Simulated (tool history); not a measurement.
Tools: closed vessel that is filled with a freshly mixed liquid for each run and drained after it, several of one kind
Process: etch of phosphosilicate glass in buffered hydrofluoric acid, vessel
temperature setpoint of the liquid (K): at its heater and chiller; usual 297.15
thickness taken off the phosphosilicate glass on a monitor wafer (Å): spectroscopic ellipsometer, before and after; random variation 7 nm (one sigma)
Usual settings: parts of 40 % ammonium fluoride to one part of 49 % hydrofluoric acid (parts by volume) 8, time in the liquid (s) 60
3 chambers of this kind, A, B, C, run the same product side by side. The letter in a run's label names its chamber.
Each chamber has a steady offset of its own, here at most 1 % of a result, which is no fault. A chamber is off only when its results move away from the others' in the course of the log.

run	hour	temperature setpoint of the liquid (K)	parts of 40 % ammonium fluoride to one part of 49 % hydrofluoric acid (parts by volume)	time in the liquid (s)	hours since the thermometer was replaced	hours since the hydrofluoric acid flow meter was replaced	read-back film thickness of the phosphosilicate glass reference wafer, read on the same gauge (nm)	thickness taken off the phosphosilicate glass on a monitor wafer (Å)
1A	3.1	297.15	8	60	248.9	91.8	30.011	7298.1
2C	8.6	297.15	8	60	1790.9	11.6	30.013	7257.3
# hour 10.7: chamber C: thermometer replaced
3B	13.4	297.15	8	60	134.9	431.7	30.012	7251.6
4B	18.7	297.15	8	60	140.2	437	29.988	7218.8
5C	24	297.15	8	60	13.4	27	29.977	7297.1
6A	27	297.15	8	60	272.8	115.7	30.01	7304.3
7C	29.9	297.15	8	60	19.3	32.9	29.977	7448.1
8B	35	297.15	8	60	156.5	453.3	29.973	7291.8
9A	40.4	297.15	8	60	286.2	129.1	30.007	7274
10C	45.7	297.15	8	60	35.1	48.7	30.025	7305.9
11A	48.6	297.15	8	60	294.4	137.3	30.013	7303.5
12B	53.5	297.15	8	60	175	471.8	30.013	7411.1
13B	57.9	297.15	8	60	179.4	476.2	30.014	7372.1
14A	61.7	297.15	8	60	307.5	150.4	30.007	7291.6
15C	67.2	293.65	10.5	60	56.6	70.2	29.972	4868.5
16A	72	293.65	10.5	60	317.8	160.7	29.995	4780.7
17B	75.7	293.65	10.5	60	197.2	494	30.018	4918.4
18C	79.5	297.15	8	60	68.9	82.5	30.002	7272.8
19C	83.9	297.15	8	60	73.3	86.9	29.974	7322.1
20A	87.6	293.65	8	75	333.4	176.3	29.977	7606.1
21B	90.5	293.65	8	75	212	508.8	30.003	7842.1
22C	94.1	293.65	8	75	83.5	97.1	30.022	7568.2
23A	98.3	297.15	8	60	344.1	187	29.998	7339.4
24B	103.4	297.15	8	60	224.9	521.7	30.027	7510.3
25B	106.9	297.15	8	60	228.4	525.2	29.992	7588.1
26C	109.5	297.15	8	60	98.9	112.5	30.002	7164.1
27A	112.3	297.15	8	60	358.1	201	29.987	7333
28A	115	297.15	8	60	360.8	203.7	30.012	7390.4
29C	120.3	297.15	8	60	109.7	123.3	30.002	7330
30B	123.9	297.15	8	80	245.4	542.2	29.982	10391
31C	126.9	297.15	8	80	116.3	129.9	29.98	9585.7
32B	132.5	297.15	8	80	254	550.8	29.998	10438
33A	136.2	297.15	8	60	382	224.9	29.99	7410.5
34B	138.8	293.65	9.5	60	260.3	557.1	29.991	5342.6
35A	141.5	293.65	9.5	60	387.3	230.2	30.001	5072.2
36C	144.6	293.65	9.5	60	134	147.6	30.021	5151.5
37C	149.9	297.15	8	60	139.3	152.9	29.995	7347
38A	155.5	297.15	8	60	401.3	244.2	30.014	7350

What goes on in this fleet: one chamber off, a drifting gauge, or nothing beyond the chambers' own small offsets? Name the chamber and the cause, if any.

Chamber B drifts away from the others.
Cause: hydrofluoric acid flow above the setpoint (%) = 7.31.
The log may not tell that from: liquid hotter than its thermometer reads (K).

Here are 4 candidates for chamber B's next run, each the usual settings with a change, their results left as question marks. Which one brings its results back in line with what the others give on the usual settings?
In line means no further than this from the other chambers' mean on the usual settings: thickness taken off the phosphosilicate glass on a monitor wafer (Å) 240
39B-1	159.5	297.15	8	65				?
39B-2	159.5	296.65	8	60				?
39B-3	159.5	297.65	8	60				?
39B-4	159.5	297.15	8	55				?

The other chambers' mean on the usual settings: thickness taken off the phosphosilicate glass on a monitor wafer (Å) 7333.8
run	thickness taken off the phosphosilicate glass on a monitor wafer (Å)
39B-1	8529.6
39B-2	7661.7
39B-3	8090.5
39B-4	7217.4
39B-4 brings the chamber back in line.
